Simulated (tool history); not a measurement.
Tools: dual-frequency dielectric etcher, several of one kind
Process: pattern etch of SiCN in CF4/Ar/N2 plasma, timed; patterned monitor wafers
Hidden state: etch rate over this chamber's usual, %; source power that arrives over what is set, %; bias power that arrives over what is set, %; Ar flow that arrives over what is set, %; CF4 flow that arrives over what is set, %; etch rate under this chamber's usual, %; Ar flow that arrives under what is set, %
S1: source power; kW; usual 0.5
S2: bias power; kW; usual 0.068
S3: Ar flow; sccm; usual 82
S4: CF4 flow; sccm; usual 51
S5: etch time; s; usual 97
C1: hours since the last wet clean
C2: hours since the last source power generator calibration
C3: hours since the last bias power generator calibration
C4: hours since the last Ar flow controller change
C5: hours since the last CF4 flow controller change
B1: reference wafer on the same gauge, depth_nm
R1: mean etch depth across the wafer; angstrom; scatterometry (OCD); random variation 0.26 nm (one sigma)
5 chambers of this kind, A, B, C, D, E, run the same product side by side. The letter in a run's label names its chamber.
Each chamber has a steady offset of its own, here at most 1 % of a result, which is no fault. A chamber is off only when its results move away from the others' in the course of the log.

run	hour	S1	S2	S3	S4	S5	C1	C2	C3	C4	C5	B1	R1
1D	4.2	0.5	0.068	82	51	97	309.1	1249.5	765.3	669.4	4486.3	73.544	877.53
2A	7.4	0.5	0.068	82	51	97	338.9	2019.5	1016.8	2392.3	1611.4	73.646	886.76
3C	12.8	0.5	0.068	82	51	97	189.6	186.5	263.6	2065.5	3166	73.605	880.38
4E	16.7	0.5	0.068	82	51	97	227	3027.3	781.1	2920.5	3174.5	73.561	879.03
5B	21.7	0.5	0.068	82	51	97	71.5	1601.5	1362.9	998	3364.5	73.62	880.9
6A	27.4	0.5	0.068	82	51	97	358.9	2039.5	1036.8	2412.3	1631.4	73.62	890.19
7B	32	0.5	0.068	82	51	97	81.8	1611.8	1373.2	1008.3	3374.8	73.609	882.46
8C	35.8	0.5	0.074	82	59	97	212.6	209.5	286.6	2088.5	3189	73.547	933.09
9E	41	0.5	0.074	82	59	97	251.3	3051.6	805.4	2944.8	3198.8	73.574	925.01
10D	46.6	0.5	0.074	82	59	97	351.5	1291.9	807.7	711.8	4528.7	73.586	921.87
11E	50.5	0.5	0.074	82	59	97	260.8	3061.1	814.9	2954.3	3208.3	73.61	929.58
12D	55.4	0.5	0.074	82	59	97	360.3	1300.7	816.5	720.6	4537.5	73.558	919.63
13C	60.5	0.5	0.068	82	51	97	237.3	234.2	311.3	2113.2	3213.7	73.587	884.44
14A	63.3	0.5	0.068	82	51	97	394.8	2075.4	1072.7	2448.2	1667.3	73.581	894.25
15B	66.9	0.5	0.068	82	51	97	116.7	1646.7	1408.1	1043.2	3409.7	73.63	881.13
# hour 67.4: chamber A: wet clean of the chamber
16C	72.1	0.5	0.068	82	51	97	248.9	245.8	322.9	2124.8	3225.3	73.58	877.79
17D	75.8	0.5	0.068	82	51	97	380.7	1321.1	836.9	741	4557.9	73.55	879.19
18E	78.4	0.5	0.068	82	51	97	288.7	3089	842.8	2982.2	3236.2	73.648	881.11
19A	82	0.5	0.068	82	51	97	14.6	2094.1	1091.4	2466.9	1686	73.654	886.29
20B	84.8	0.5	0.068	82	51	97	134.6	1664.6	1426	1061.1	3427.6	73.599	883.65
21B	87.6	0.5	0.068	82	51	97	137.4	1667.4	1428.8	1063.9	3430.4	73.55	878.1
22C	91.9	0.5	0.068	82	51	97	268.7	265.6	342.7	2144.6	3245.1	73.607	880.47
23D	95.7	0.5	0.068	82	51	97	400.6	1341	856.8	760.9	4577.8	73.601	888.92
24E	99.2	0.5	0.068	82	51	97	309.5	3109.8	863.6	3003	3257	73.592	883.51
25A	103.1	0.5	0.068	82	51	97	35.7	2115.2	1112.5	2488	1707.1	73.636	885.55
26C	107.3	0.5	0.068	82	51	97	284.1	281	358.1	2160	3260.5	73.544	883.18
# hour 110.3: chamber D: wet clean of the chamber
27D	112.7	0.5	0.068	82	51	97	2.4	1358	873.8	777.9	4594.8	73.578	888.89
28A	115.4	0.5	0.068	82	51	97	48	2127.5	1124.8	2500.3	1719.4	73.568	888.62
29B	118.3	0.5	0.068	82	51	97	168.1	1698.1	1459.5	1094.6	3461.1	73.564	877.9
30E	123.2	0.5	0.068	82	51	97	333.5	3133.8	887.6	3027	3281	73.594	883.27
31B	128.1	0.5	0.068	82	51	97	177.9	1707.9	1469.3	1104.4	3470.9	73.567	880.08
32D	131.6	0.5	0.068	82	51	97	21.3	1376.9	892.7	796.8	4613.7	73.579	893.07
33E	136.4	0.5	0.068	82	51	97	346.7	3147	900.8	3040.2	3294.2	73.605	879.9
34C	142.1	0.5	0.068	97	51	97	318.9	315.8	392.9	2194.8	3295.3	73.571	859.39
35A	147.1	0.5	0.068	97	51	97	79.7	2159.2	1156.5	2532	1751.1	73.662	868.63
36B	149.6	0.5	0.068	97	51	97	199.4	1729.4	1490.8	1125.9	3492.4	73.629	854.98
37C	152.7	0.5	0.068	97	51	97	329.5	326.4	403.5	2205.4	3305.9	73.545	856.98
38E	158.4	0.5	0.068	97	51	97	368.7	3169	922.8	3062.2	3316.2	73.586	854.16

Is one chamber off against the others, does the gauge drift, or is nothing wrong? If a chamber is off, say which, and what the likeliest cause is.

Chamber D drifts away from the others.
Cause: source power that arrives over what is set, % = 3.75.

Here are 4 candidates for chamber D's next run, each the usual settings with a change, their results left as question marks. Which one brings its results back in line with what the others give on the usual settings?
In line means no further than this from the other chambers' mean on the usual settings: R1 9 angstrom
39D-1	162.6	0.51	0.069	82	51	97							?
39D-2	162.6	0.49	0.068	82	51	94.5							?
39D-3	162.6	0.5	0.068	82	51	94.5							?
39D-4	162.6	0.51	0.068	82	51	99.5							?

The other chambers' mean on the usual settings: R1 882.96 angstrom
run	R1
39D-1	926.94
39D-2	867.18
39D-3	882.86
39D-4	946.05
39D-3 brings the chamber back in line.
